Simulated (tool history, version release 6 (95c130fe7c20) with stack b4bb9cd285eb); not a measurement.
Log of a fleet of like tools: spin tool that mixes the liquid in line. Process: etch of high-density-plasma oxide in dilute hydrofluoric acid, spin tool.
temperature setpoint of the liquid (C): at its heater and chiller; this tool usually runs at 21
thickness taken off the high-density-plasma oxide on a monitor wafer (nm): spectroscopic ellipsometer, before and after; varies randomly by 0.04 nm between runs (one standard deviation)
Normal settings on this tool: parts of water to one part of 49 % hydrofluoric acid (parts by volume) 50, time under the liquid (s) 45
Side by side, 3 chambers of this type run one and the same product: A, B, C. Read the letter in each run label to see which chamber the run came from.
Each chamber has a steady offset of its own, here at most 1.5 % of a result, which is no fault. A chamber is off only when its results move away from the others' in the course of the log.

| run | hour | temperature setpoint of the liquid (C) | parts of water to one part of 49 % hydrofluoric acid (parts by volume) | time under the liquid (s) | hours since the thermometer was replaced | hours since the hydrofluoric acid flow meter was replaced | read-back film thickness of the high-density-plasma oxide reference wafer, read on the same gauge (nm) | thickness taken off the high-density-plasma oxide on a monitor wafer (nm) |
|---|---|---|---|---|---|---|---|---|
| 1A | 8 | 21 | 50 | 45 | 891.1 | 173.8 | 119.99 | 4.4233 |
| 2B | 20 | 21 | 50 | 45 | 734.9 | 282 | 120.03 | 4.4321 |
| 3C | 29.3 | 21 | 50 | 45 | 154.6 | 180.7 | 120 | 4.4167 |
| 4C | 38.2 | 21 | 50 | 45 | 163.5 | 189.6 | 120.01 | 4.411 |
| 5A | 46.8 | 21 | 50 | 45 | 929.9 | 212.6 | 120 | 4.4049 |
| 6B | 58.5 | 21 | 50 | 45 | 773.4 | 320.5 | 120.02 | 4.4012 |
| 7A | 65.1 | 21 | 50 | 45 | 948.2 | 230.9 | 120.02 | 4.456 |
| 8C | 71.7 | 21 | 50 | 45 | 197 | 223.1 | 120.01 | 4.3658 |
| 9B | 77.9 | 21 | 50 | 45 | 792.8 | 339.9 | 120.02 | 4.4428 |
| 10A | 89.8 | 21 | 50 | 45 | 972.9 | 255.6 | 119.99 | 4.4053 |
| 11B | 102.7 | 21 | 50 | 45 | 817.6 | 364.7 | 119.99 | 4.4896 |
| 12C | 115.1 | 21 | 50 | 45 | 240.4 | 266.5 | 119.99 | 4.3777 |
| 13C | 128.2 | 21 | 50 | 45 | 253.5 | 279.6 | 120 | 4.3618 |
| 14B | 139.8 | 21 | 50 | 45 | 854.7 | 401.8 | 120 | 4.5248 |
| 15A | 150.1 | 21 | 50 | 45 | 1033.2 | 315.9 | 119.99 | 4.3798 |
| 16B | 157.1 | 21 | 50 | 45 | 872 | 419.1 | 120.01 | 4.4312 |
| 17A | 164.3 | 21 | 50 | 45 | 1047.4 | 330.1 | 119.99 | 4.4115 |
| 18C | 172.7 | 21 | 50 | 45 | 298 | 324.1 | 119.99 | 4.3105 |
| 19B | 183.3 | 21 | 50 | 45 | 898.2 | 445.3 | 119.99 | 4.3666 |
| 20C | 195.7 | 21 | 50 | 45 | 321 | 347.1 | 119.99 | 4.2606 |
| 21A | 203.6 | 21 | 50 | 45 | 1086.7 | 369.4 | 120.01 | 4.4164 |
| 22A | 213 | 21 | 50 | 30 | 1096.1 | 378.8 | 120.01 | 2.9694 |
| 23C | 220.2 | 21 | 50 | 30 | 345.5 | 371.6 | 120 | 2.7971 |
| 24B | 231.6 | 21 | 50 | 30 | 946.5 | 493.6 | 120 | 2.9668 |
| 25A | 241.7 | 21 | 50 | 45 | 1124.8 | 407.5 | 120.01 | 4.4314 |
| 26C | 248.7 | 21 | 50 | 45 | 374 | 400.1 | 120.01 | 4.152 |
| 27B | 259.4 | 21 | 50 | 45 | 974.3 | 521.4 | 120.01 | 4.4344 |
| 28B | 267.3 | 21 | 40 | 35 | 982.2 | 529.3 | 119.98 | 4.3107 |
| 29C | 273.7 | 21 | 40 | 35 | 399 | 425.1 | 120.02 | 4.1192 |
| 30A | 283.2 | 21 | 40 | 35 | 1166.3 | 449 | 120 | 4.3408 |
| 31C | 294.1 | 21 | 70 | 25 | 419.4 | 445.5 | 120.01 | 1.6142 |
| 32A | 304.9 | 21 | 70 | 25 | 1188 | 470.7 | 120 | 1.7404 |
| 33B | 315.7 | 21 | 70 | 25 | 1030.6 | 577.7 | 120.02 | 1.7123 |
| 34C | 328.1 | 21 | 50 | 45 | 453.4 | 479.5 | 120 | 4.1068 |
| 35B | 335.5 | 21 | 50 | 45 | 1050.4 | 597.5 | 120 | 4.3146 |
| 36A | 342.2 | 21 | 50 | 45 | 1225.3 | 508 | 120 | 4.4088 |
| 37C | 350.2 | 21 | 50 | 45 | 475.5 | 501.6 | 120.02 | 4.0999 |
| 38B | 359.6 | 21 | 50 | 45 | 1074.5 | 621.6 | 120 | 4.4629 |
| 39A | 372.4 | 21 | 50 | 45 | 1255.5 | 538.2 | 120 | 4.3779 |
| 40A | 379.1 | 23.5 | 40 | 45 | 1262.2 | 544.9 | 119.98 | 6.2835 |

All 3 chambers run these settings next. Forecast each chamber's results:
| 41A | 388.6 | 21 | 35 | 45 |  |  |  | ? |
| 41B | 388.6 | 21 | 35 | 45 |  |  |  | ? |
| 41C | 388.6 | 21 | 35 | 45 |  |  |  | ? |

| run | thickness taken off the high-density-plasma oxide on a monitor wafer (nm) |
|---|---|
| 41A | 6.5281 |
| 41B | 6.3806 |
| 41C | 5.8456 |
